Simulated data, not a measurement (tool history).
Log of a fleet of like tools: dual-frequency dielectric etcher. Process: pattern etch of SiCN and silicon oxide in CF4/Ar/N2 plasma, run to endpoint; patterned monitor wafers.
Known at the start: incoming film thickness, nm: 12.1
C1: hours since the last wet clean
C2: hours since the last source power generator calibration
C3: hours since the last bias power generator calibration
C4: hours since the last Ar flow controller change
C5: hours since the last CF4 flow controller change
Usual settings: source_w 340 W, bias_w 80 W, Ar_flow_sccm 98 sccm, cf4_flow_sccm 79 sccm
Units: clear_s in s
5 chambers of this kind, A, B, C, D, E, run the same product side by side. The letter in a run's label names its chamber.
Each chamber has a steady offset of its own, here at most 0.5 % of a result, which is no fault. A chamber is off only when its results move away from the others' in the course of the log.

{"run": "1D", "hour": 4.1, "source_w": 340, "bias_w": 80, "Ar_flow_sccm": 98, "cf4_flow_sccm": 79, "C1": 163.3, "C2": 750.9, "C3": 4879.7, "C4": 3382.1, "C5": 2538.5, "clear_s": 16.999}
{"run": "2B", "hour": 10.9, "source_w": 340, "bias_w": 80, "Ar_flow_sccm": 98, "cf4_flow_sccm": 79, "C1": 321.3, "C2": 2360.5, "C3": 1201.9, "C4": 794.2, "C5": 3360.1, "clear_s": 17.006}
{"run": "3E", "hour": 17.6, "source_w": 340, "bias_w": 80, "Ar_flow_sccm": 98, "cf4_flow_sccm": 79, "C1": 492.1, "C2": 1351.3, "C3": 1669.6, "C4": 408.3, "C5": 1234.9, "clear_s": 17.084}
{"run": "4C", "hour": 22.2, "source_w": 340, "bias_w": 80, "Ar_flow_sccm": 98, "cf4_flow_sccm": 79, "C1": 40.2, "C2": 3353.6, "C3": 1514.8, "C4": 3224.1, "C5": 1177.7, "clear_s": 17.02}
{"run": "5A", "hour": 28.5, "source_w": 340, "bias_w": 80, "Ar_flow_sccm": 98, "cf4_flow_sccm": 79, "C1": 203.3, "C2": 1941.1, "C3": 792.3, "C4": 550.7, "C5": 338.1, "clear_s": 16.881}
{"run": "6A", "hour": 33.7, "source_w": 340, "bias_w": 80, "Ar_flow_sccm": 98, "cf4_flow_sccm": 79, "C1": 208.5, "C2": 1946.3, "C3": 797.5, "C4": 555.9, "C5": 343.3, "clear_s": 16.953}
{"run": "7C", "hour": 39.4, "source_w": 340, "bias_w": 80, "Ar_flow_sccm": 98, "cf4_flow_sccm": 79, "C1": 57.4, "C2": 3370.8, "C3": 1532, "C4": 3241.3, "C5": 1194.9, "clear_s": 16.951}
{"run": "8E", "hour": 44.6, "source_w": 340, "bias_w": 80, "Ar_flow_sccm": 98, "cf4_flow_sccm": 79, "C1": 519.1, "C2": 1378.3, "C3": 1696.6, "C4": 435.3, "C5": 1261.9, "clear_s": 17.101}
{"run": "9B", "hour": 50.8, "source_w": 340, "bias_w": 80, "Ar_flow_sccm": 98, "cf4_flow_sccm": 79, "C1": 361.2, "C2": 2400.4, "C3": 1241.8, "C4": 834.1, "C5": 3400, "clear_s": 17.102}
{"run": "10D", "hour": 56.6, "source_w": 340, "bias_w": 80, "Ar_flow_sccm": 98, "cf4_flow_sccm": 79, "C1": 215.8, "C2": 803.4, "C3": 4932.2, "C4": 3434.6, "C5": 2591, "clear_s": 17.061}
{"run": "11E", "hour": 62.5, "source_w": 340, "bias_w": 80, "Ar_flow_sccm": 98, "cf4_flow_sccm": 79, "C1": 537, "C2": 1396.2, "C3": 1714.5, "C4": 453.2, "C5": 1279.8, "clear_s": 17.037}
{"hour": 65.2, "done": "chamber A: source power generator calibrated"}
{"run": "12B", "hour": 67.0, "source_w": 340, "bias_w": 80, "Ar_flow_sccm": 98, "cf4_flow_sccm": 79, "C1": 377.4, "C2": 2416.6, "C3": 1258, "C4": 850.3, "C5": 3416.2, "clear_s": 17.121}
{"hour": 72.1, "done": "chamber E: wet clean of the chamber"}
{"run": "13A", "hour": 74.0, "source_w": 340, "bias_w": 80, "Ar_flow_sccm": 98, "cf4_flow_sccm": 79, "C1": 248.8, "C2": 8.9, "C3": 837.8, "C4": 596.2, "C5": 383.6, "clear_s": 17.454}
{"run": "14C", "hour": 78.5, "source_w": 340, "bias_w": 99, "Ar_flow_sccm": 98, "cf4_flow_sccm": 79, "C1": 96.5, "C2": 3409.9, "C3": 1571.1, "C4": 3280.4, "C5": 1234, "clear_s": 15.58}
{"run": "15D", "hour": 83.2, "source_w": 340, "bias_w": 99, "Ar_flow_sccm": 98, "cf4_flow_sccm": 79, "C1": 242.4, "C2": 830, "C3": 4958.8, "C4": 3461.2, "C5": 2617.6, "clear_s": 15.769}
{"hour": 87.3, "done": "chamber B: wet clean of the chamber"}
{"run": "16E", "hour": 88.1, "source_w": 340, "bias_w": 99, "Ar_flow_sccm": 98, "cf4_flow_sccm": 79, "C1": 16.1, "C2": 1421.8, "C3": 1740.1, "C4": 478.8, "C5": 1305.4, "clear_s": 15.747}
{"run": "17C", "hour": 92.0, "source_w": 340, "bias_w": 99, "Ar_flow_sccm": 98, "cf4_flow_sccm": 79, "C1": 110, "C2": 3423.4, "C3": 1584.6, "C4": 3293.9, "C5": 1247.5, "clear_s": 15.569}
{"run": "18A", "hour": 97.7, "source_w": 340, "bias_w": 99, "Ar_flow_sccm": 98, "cf4_flow_sccm": 79, "C1": 272.5, "C2": 32.6, "C3": 861.5, "C4": 619.9, "C5": 407.3, "clear_s": 16.203}
{"run": "19D", "hour": 102.8, "source_w": 340, "bias_w": 80, "Ar_flow_sccm": 98, "cf4_flow_sccm": 89, "C1": 262, "C2": 849.6, "C3": 4978.4, "C4": 3480.8, "C5": 2637.2, "clear_s": 16.926}
{"run": "20B", "hour": 106.2, "source_w": 340, "bias_w": 80, "Ar_flow_sccm": 98, "cf4_flow_sccm": 89, "C1": 19, "C2": 2455.8, "C3": 1297.2, "C4": 889.5, "C5": 3455.4, "clear_s": 16.823}
{"run": "21D", "hour": 110.5, "source_w": 340, "bias_w": 80, "Ar_flow_sccm": 98, "cf4_flow_sccm": 89, "C1": 269.7, "C2": 857.3, "C3": 4986.1, "C4": 3488.5, "C5": 2644.9, "clear_s": 16.773}
{"run": "22A", "hour": 114.9, "source_w": 340, "bias_w": 80, "Ar_flow_sccm": 98, "cf4_flow_sccm": 89, "C1": 289.7, "C2": 49.8, "C3": 878.7, "C4": 637.1, "C5": 424.5, "clear_s": 17.191}
{"run": "23E", "hour": 118.2, "source_w": 340, "bias_w": 80, "Ar_flow_sccm": 98, "cf4_flow_sccm": 89, "C1": 46.2, "C2": 1451.9, "C3": 1770.2, "C4": 508.9, "C5": 1335.5, "clear_s": 16.742}
{"run": "24C", "hour": 123.6, "source_w": 340, "bias_w": 80, "Ar_flow_sccm": 98, "cf4_flow_sccm": 79, "C1": 141.6, "C2": 3455, "C3": 1616.2, "C4": 3325.5, "C5": 1279.1, "clear_s": 16.901}
{"run": "25B", "hour": 127.2, "source_w": 340, "bias_w": 80, "Ar_flow_sccm": 98, "cf4_flow_sccm": 79, "C1": 40, "C2": 2476.8, "C3": 1318.2, "C4": 910.5, "C5": 3476.4, "clear_s": 17.049}
{"run": "26D", "hour": 132.8, "source_w": 340, "bias_w": 80, "Ar_flow_sccm": 98, "cf4_flow_sccm": 79, "C1": 292, "C2": 879.6, "C3": 5008.4, "C4": 3510.8, "C5": 2667.2, "clear_s": 17.116}
{"run": "27E", "hour": 139.3, "source_w": 340, "bias_w": 80, "Ar_flow_sccm": 98, "cf4_flow_sccm": 79, "C1": 67.3, "C2": 1473, "C3": 1791.3, "C4": 530, "C5": 1356.6, "clear_s": 16.903}
{"run": "28A", "hour": 144.6, "source_w": 340, "bias_w": 80, "Ar_flow_sccm": 98, "cf4_flow_sccm": 79, "C1": 319.4, "C2": 79.5, "C3": 908.4, "C4": 666.8, "C5": 454.2, "clear_s": 17.461}
{"run": "29B", "hour": 148.5, "source_w": 340, "bias_w": 80, "Ar_flow_sccm": 98, "cf4_flow_sccm": 79, "C1": 61.3, "C2": 2498.1, "C3": 1339.5, "C4": 931.8, "C5": 3497.7, "clear_s": 17.06}
{"run": "30C", "hour": 153.4, "source_w": 340, "bias_w": 80, "Ar_flow_sccm": 98, "cf4_flow_sccm": 79, "C1": 171.4, "C2": 3484.8, "C3": 1646, "C4": 3355.3, "C5": 1308.9, "clear_s": 16.91}
{"run": "31E", "hour": 156.6, "source_w": 340, "bias_w": 80, "Ar_flow_sccm": 98, "cf4_flow_sccm": 79, "C1": 84.6, "C2": 1490.3, "C3": 1808.6, "C4": 547.3, "C5": 1373.9, "clear_s": 17.033}
{"run": "32C", "hour": 161.6, "source_w": 340, "bias_w": 80, "Ar_flow_sccm": 98, "cf4_flow_sccm": 79, "C1": 179.6, "C2": 3493, "C3": 1654.2, "C4": 3363.5, "C5": 1317.1, "clear_s": 17.034}
{"run": "33A", "hour": 166.4, "source_w": 340, "bias_w": 80, "Ar_flow_sccm": 98, "cf4_flow_sccm": 79, "C1": 341.2, "C2": 101.3, "C3": 930.2, "C4": 688.6, "C5": 476, "clear_s": 17.399}
{"run": "34B", "hour": 171.8, "source_w": 340, "bias_w": 80, "Ar_flow_sccm": 98, "cf4_flow_sccm": 79, "C1": 84.6, "C2": 2521.4, "C3": 1362.8, "C4": 955.1, "C5": 3521, "clear_s": 16.981}
{"hour": 176.2, "done": "chamber D: bias power generator calibrated"}
{"run": "35D", "hour": 176.9, "source_w": 340, "bias_w": 80, "Ar_flow_sccm": 98, "cf4_flow_sccm": 79, "C1": 336.1, "C2": 923.7, "C3": 0.8, "C4": 3554.9, "C5": 2711.3, "clear_s": 17.049}
{"run": "36D", "hour": 182.9, "source_w": 340, "bias_w": 71, "Ar_flow_sccm": 111, "cf4_flow_sccm": 79, "C1": 342.1, "C2": 929.7, "C3": 6.8, "C4": 3560.9, "C5": 2717.3, "clear_s": 18.116}

Next, every chamber runs the same settings. What will each give?
{"run": "37A", "hour": 188.0, "source_w": 340, "bias_w": 80, "Ar_flow_sccm": 98, "cf4_flow_sccm": 79, "clear_s": "?"}
{"run": "37B", "hour": 188.0, "source_w": 340, "bias_w": 80, "Ar_flow_sccm": 98, "cf4_flow_sccm": 79, "clear_s": "?"}
{"run": "37C", "hour": 188.0, "source_w": 340, "bias_w": 80, "Ar_flow_sccm": 98, "cf4_flow_sccm": 79, "clear_s": "?"}
{"run": "37D", "hour": 188.0, "source_w": 340, "bias_w": 80, "Ar_flow_sccm": 98, "cf4_flow_sccm": 79, "clear_s": "?"}
{"run": "37E", "hour": 188.0, "source_w": 340, "bias_w": 80, "Ar_flow_sccm": 98, "cf4_flow_sccm": 79, "clear_s": "?"}

run=37A clear_s=17.621
run=37B clear_s=17.148
run=37C clear_s=16.867
run=37D clear_s=17.009
run=37E clear_s=17.093
